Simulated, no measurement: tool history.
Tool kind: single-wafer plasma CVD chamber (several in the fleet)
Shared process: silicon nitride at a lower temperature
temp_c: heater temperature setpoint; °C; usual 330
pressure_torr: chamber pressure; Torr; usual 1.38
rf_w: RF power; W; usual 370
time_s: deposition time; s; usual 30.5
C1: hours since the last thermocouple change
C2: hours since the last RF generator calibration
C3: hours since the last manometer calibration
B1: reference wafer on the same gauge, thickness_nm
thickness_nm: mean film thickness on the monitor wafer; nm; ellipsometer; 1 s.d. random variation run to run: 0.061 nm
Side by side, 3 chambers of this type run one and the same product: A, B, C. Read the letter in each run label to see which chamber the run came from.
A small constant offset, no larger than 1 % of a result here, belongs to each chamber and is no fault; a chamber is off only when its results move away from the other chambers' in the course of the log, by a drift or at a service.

run 1A hour=9.9 | temp_c=330 pressure_torr=1.38 rf_w=370 time_s=30.5 | C1=1151.8 C2=1086.7 C3=287.8 | B1=31.993 | thickness_nm=40.107
run 2C hour=20.9 | temp_c=330 pressure_torr=1.38 rf_w=370 time_s=30.5 | C1=1441.1 C2=1085.6 C3=1225.2 | B1=31.978 | thickness_nm=39.977
run 3B hour=29 | temp_c=330 pressure_torr=1.38 rf_w=370 time_s=30.5 | C1=938.8 C2=662 C3=648.5 | B1=31.971 | thickness_nm=39.868
run 4B hour=38 | temp_c=330 pressure_torr=1.38 rf_w=370 time_s=30.5 | C1=947.8 C2=671 C3=657.5 | B1=31.965 | thickness_nm=39.89
run 5A hour=49 | temp_c=330 pressure_torr=1.38 rf_w=370 time_s=30.5 | C1=1190.9 C2=1125.8 C3=326.9 | B1=31.953 | thickness_nm=40.128
run 6C hour=57.8 | temp_c=330 pressure_torr=1.18 rf_w=370 time_s=30.5 | C1=1478 C2=1122.5 C3=1262.1 | B1=31.94 | thickness_nm=38.147
run 7A hour=67.7 | temp_c=330 pressure_torr=1.18 rf_w=370 time_s=30.5 | C1=1209.6 C2=1144.5 C3=345.6 | B1=31.952 | thickness_nm=38.215
run 8C hour=79.8 | temp_c=330 pressure_torr=1.18 rf_w=370 time_s=30.5 | C1=1500 C2=1144.5 C3=1284.1 | B1=31.911 | thickness_nm=38
run 9B hour=89.9 | temp_c=330 pressure_torr=1.38 rf_w=370 time_s=30.5 | C1=999.7 C2=722.9 C3=709.4 | B1=31.907 | thickness_nm=39.712
run 10A hour=97.9 | temp_c=335 pressure_torr=1.38 rf_w=370 time_s=35.7 | C1=1239.8 C2=1174.7 C3=375.8 | B1=31.899 | thickness_nm=46.642
run 11B hour=107 | temp_c=335 pressure_torr=1.38 rf_w=370 time_s=35.7 | C1=1016.8 C2=740 C3=726.5 | B1=31.89 | thickness_nm=46.475
run 12C hour=114.2 | temp_c=335 pressure_torr=1.38 rf_w=370 time_s=35.7 | C1=1534.4 C2=1178.9 C3=1318.5 | B1=31.894 | thickness_nm=46.511
run 13B hour=125.3 | temp_c=330 pressure_torr=1.38 rf_w=370 time_s=30.5 | C1=1035.1 C2=758.3 C3=744.8 | B1=31.871 | thickness_nm=39.728
run 14C hour=139.5 | temp_c=330 pressure_torr=1.38 rf_w=370 time_s=30.5 | C1=1559.7 C2=1204.2 C3=1343.8 | B1=31.847 | thickness_nm=39.786
run 15A hour=150.8 | temp_c=319 pressure_torr=1.38 rf_w=370 time_s=35.4 | C1=1292.7 C2=1227.6 C3=428.7 | B1=31.844 | thickness_nm=46.34
run 16A hour=161 | temp_c=319 pressure_torr=1.38 rf_w=370 time_s=35.4 | C1=1302.9 C2=1237.8 C3=438.9 | B1=31.842 | thickness_nm=46.504
run 17B hour=167.6 | temp_c=319 pressure_torr=1.38 rf_w=370 time_s=35.4 | C1=1077.4 C2=800.6 C3=787.1 | B1=31.827 | thickness_nm=46.246
run 18C hour=175.3 | temp_c=330 pressure_torr=1.38 rf_w=370 time_s=30.5 | C1=1595.5 C2=1240 C3=1379.6 | B1=31.821 | thickness_nm=39.744
run 19A hour=181.7 | temp_c=330 pressure_torr=1.38 rf_w=370 time_s=30.5 | C1=1323.6 C2=1258.5 C3=459.6 | B1=31.804 | thickness_nm=40.001
run 20B hour=193.6 | temp_c=330 pressure_torr=1.38 rf_w=370 time_s=30.5 | C1=1103.4 C2=826.6 C3=813.1 | B1=31.793 | thickness_nm=39.761

Read the log: is a single chamber off, either drifting away or since a service, is the gauge that measures every chamber drifting, or is nothing wrong beyond small per-chamber offsets? Name any odd chamber and what most likely caused it.

The gauge drifts, so all chambers seem to drift together. No chamber is off.
What lies behind it: gauge reads low (%) = 0.65.

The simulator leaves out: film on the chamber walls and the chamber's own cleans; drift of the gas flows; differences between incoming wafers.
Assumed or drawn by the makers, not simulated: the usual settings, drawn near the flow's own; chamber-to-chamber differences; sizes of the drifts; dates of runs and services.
